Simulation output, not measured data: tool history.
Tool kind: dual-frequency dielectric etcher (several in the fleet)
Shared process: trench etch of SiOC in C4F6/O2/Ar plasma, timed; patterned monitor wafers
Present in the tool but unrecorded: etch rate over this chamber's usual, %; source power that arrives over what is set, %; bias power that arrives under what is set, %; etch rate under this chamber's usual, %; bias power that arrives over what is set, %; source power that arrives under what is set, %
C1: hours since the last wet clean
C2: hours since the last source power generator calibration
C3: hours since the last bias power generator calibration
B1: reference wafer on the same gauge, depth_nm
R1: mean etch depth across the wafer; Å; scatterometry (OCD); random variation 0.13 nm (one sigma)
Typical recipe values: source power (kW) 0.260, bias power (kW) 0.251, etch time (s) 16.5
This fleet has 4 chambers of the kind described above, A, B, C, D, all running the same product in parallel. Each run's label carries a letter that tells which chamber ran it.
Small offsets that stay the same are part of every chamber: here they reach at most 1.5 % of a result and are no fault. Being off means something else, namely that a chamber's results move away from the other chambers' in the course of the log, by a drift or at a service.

Run 1C, hour 5.0: usual settings; C1 516.3; C2 2351.8; C3 1909.5; B1 37.631. Result: R1 325.26 Å.
Run 2B, hour 9.2: usual settings; C1 297.6; C2 205.2; C3 726.7; B1 37.600. Result: R1 325.45 Å.
Run 3D, hour 14.4: usual settings; C1 184.7; C2 223.6; C3 989.5; B1 37.592. Result: R1 329.23 Å.
Run 4A, hour 16.8: usual settings; C1 316.5; C2 213.0; C3 1335.5; B1 37.619. Result: R1 321.81 Å.
Run 5B, hour 21.0: usual settings; C1 309.4; C2 217.0; C3 738.5; B1 37.633. Result: R1 327.80 Å.
Run 6C, hour 25.8: usual settings; C1 537.1; C2 2372.6; C3 1930.3; B1 37.588. Result: R1 322.62 Å.
Run 7A, hour 28.9: usual settings; C1 328.6; C2 225.1; C3 1347.6; B1 37.635. Result: R1 321.64 Å.
Run 8D, hour 31.6: usual settings; C1 201.9; C2 240.8; C3 1006.7; B1 37.554. Result: R1 328.09 Å.
Run 9D, hour 36.5: usual settings but etch time (s) 21.5; C1 206.8; C2 245.7; C3 1011.6; B1 37.587. Result: R1 426.90 Å.
Run 10C, hour 40.2: usual settings but etch time (s) 21.5; C1 551.5; C2 2387.0; C3 1944.7; B1 37.601. Result: R1 421.88 Å.
Run 11B, hour 43.3: usual settings but etch time (s) 21.5; C1 331.7; C2 239.3; C3 760.8; B1 37.580. Result: R1 426.86 Å.
Run 12A, hour 46.9: usual settings but etch time (s) 21.5; C1 346.6; C2 243.1; C3 1365.6; B1 37.579. Result: R1 420.49 Å.
Run 13B, hour 50.7: usual settings; C1 339.1; C2 246.7; C3 768.2; B1 37.583. Result: R1 326.05 Å.
Run 14A, hour 55.4: usual settings; C1 355.1; C2 251.6; C3 1374.1; B1 37.656. Result: R1 323.73 Å.
Run 15D, hour 60.5: usual settings; C1 230.8; C2 269.7; C3 1035.6; B1 37.597. Result: R1 328.42 Å.
Run 16C, hour 65.0: usual settings; C1 576.3; C2 2411.8; C3 1969.5; B1 37.562. Result: R1 327.09 Å.
Run 17A, hour 68.4: usual settings; C1 368.1; C2 264.6; C3 1387.1; B1 37.579. Result: R1 323.00 Å.
At hour 70.3: chamber C: wet clean of the chamber.
Run 18B, hour 73.0: usual settings; C1 361.4; C2 269.0; C3 790.5; B1 37.569. Result: R1 327.15 Å.
Run 19C, hour 76.1: usual settings; C1 5.8; C2 2422.9; C3 1980.6; B1 37.602. Result: R1 335.60 Å.
Run 20D, hour 81.0: usual settings; C1 251.3; C2 290.2; C3 1056.1; B1 37.638. Result: R1 326.81 Å.
Run 21B, hour 84.4: usual settings; C1 372.8; C2 280.4; C3 801.9; B1 37.557. Result: R1 328.73 Å.
Run 22A, hour 89.4: usual settings; C1 389.1; C2 285.6; C3 1408.1; B1 37.601. Result: R1 320.70 Å.
Run 23D, hour 91.9: usual settings; C1 262.2; C2 301.1; C3 1067.0; B1 37.584. Result: R1 327.65 Å.
Run 24C, hour 95.2: usual settings; C1 24.9; C2 2442.0; C3 1999.7; B1 37.592. Result: R1 337.73 Å.
Run 25C, hour 100.6: usual settings; C1 30.3; C2 2447.4; C3 2005.1; B1 37.609. Result: R1 336.13 Å.
Run 26D, hour 104.9: usual settings but bias power (kW) 0.212, etch time (s) 11.5; C1 275.2; C2 314.1; C3 1080.0; B1 37.596. Result: R1 215.94 Å.
Run 27A, hour 108.5: usual settings but bias power (kW) 0.212, etch time (s) 11.5; C1 408.2; C2 304.7; C3 1427.2; B1 37.578. Result: R1 213.09 Å.
Run 28B, hour 111.7: usual settings but bias power (kW) 0.212, etch time (s) 11.5; C1 400.1; C2 307.7; C3 829.2; B1 37.629. Result: R1 214.88 Å.
Run 29D, hour 114.2: usual settings but bias power (kW) 0.212, etch time (s) 11.5; C1 284.5; C2 323.4; C3 1089.3; B1 37.641. Result: R1 216.57 Å.
Run 30A, hour 119.1: usual settings; C1 418.8; C2 315.3; C3 1437.8; B1 37.594. Result: R1 321.57 Å.
Run 31C, hour 122.5: usual settings; C1 52.2; C2 2469.3; C3 2027.0; B1 37.599. Result: R1 334.49 Å.
Run 32B, hour 125.8: usual settings; C1 414.2; C2 321.8; C3 843.3; B1 37.604. Result: R1 326.26 Å.
Run 33C, hour 129.3: usual settings; C1 59.0; C2 2476.1; C3 2033.8; B1 37.574. Result: R1 336.19 Å.
Run 34A, hour 132.7: usual settings but bias power (kW) 0.211; C1 432.4; C2 328.9; C3 1451.4; B1 37.606. Result: R1 304.01 Å.
Run 35D, hour 135.9: usual settings but bias power (kW) 0.211; C1 306.2; C2 345.1; C3 1111.0; B1 37.590. Result: R1 309.59 Å.
Run 36B, hour 138.3: usual settings but bias power (kW) 0.211; C1 426.7; C2 334.3; C3 855.8; B1 37.625. Result: R1 308.00 Å.
Run 37D, hour 143.3: usual settings but bias power (kW) 0.211; C1 313.6; C2 352.5; C3 1118.4; B1 37.585. Result: R1 310.29 Å.
Run 38C, hour 146.2: usual settings; C1 75.9; C2 2493.0; C3 2050.7; B1 37.629. Result: R1 336.80 Å.
Run 39B, hour 150.0: usual settings; C1 438.4; C2 346.0; C3 867.5; B1 37.615. Result: R1 326.06 Å.
Run 40A, hour 153.5: usual settings; C1 453.2; C2 349.7; C3 1472.2; B1 37.617. Result: R1 322.60 Å.
Run 41B, hour 156.7: usual settings; C1 445.1; C2 352.7; C3 874.2; B1 37.595. Result: R1 328.43 Å.
Run 42A, hour 161.8: usual settings but source power (kW) 0.210; C1 461.5; C2 358.0; C3 1480.5; B1 37.595. Result: R1 297.48 Å.
Run 43C, hour 164.9: usual settings but source power (kW) 0.210; C1 94.6; C2 2511.7; C3 2069.4; B1 37.613. Result: R1 309.48 Å.

All 4 chambers run these settings next. Forecast each chamber's results:
Run 44A, hour 168.8: usual settings. Result: R1 ?.
Run 44B, hour 168.8: usual settings. Result: R1 ?.
Run 44C, hour 168.8: usual settings. Result: R1 ?.
Run 44D, hour 168.8: usual settings. Result: R1 ?.

run      R1
44A  322.56
44B  326.17
44C  338.05
44D  326.47
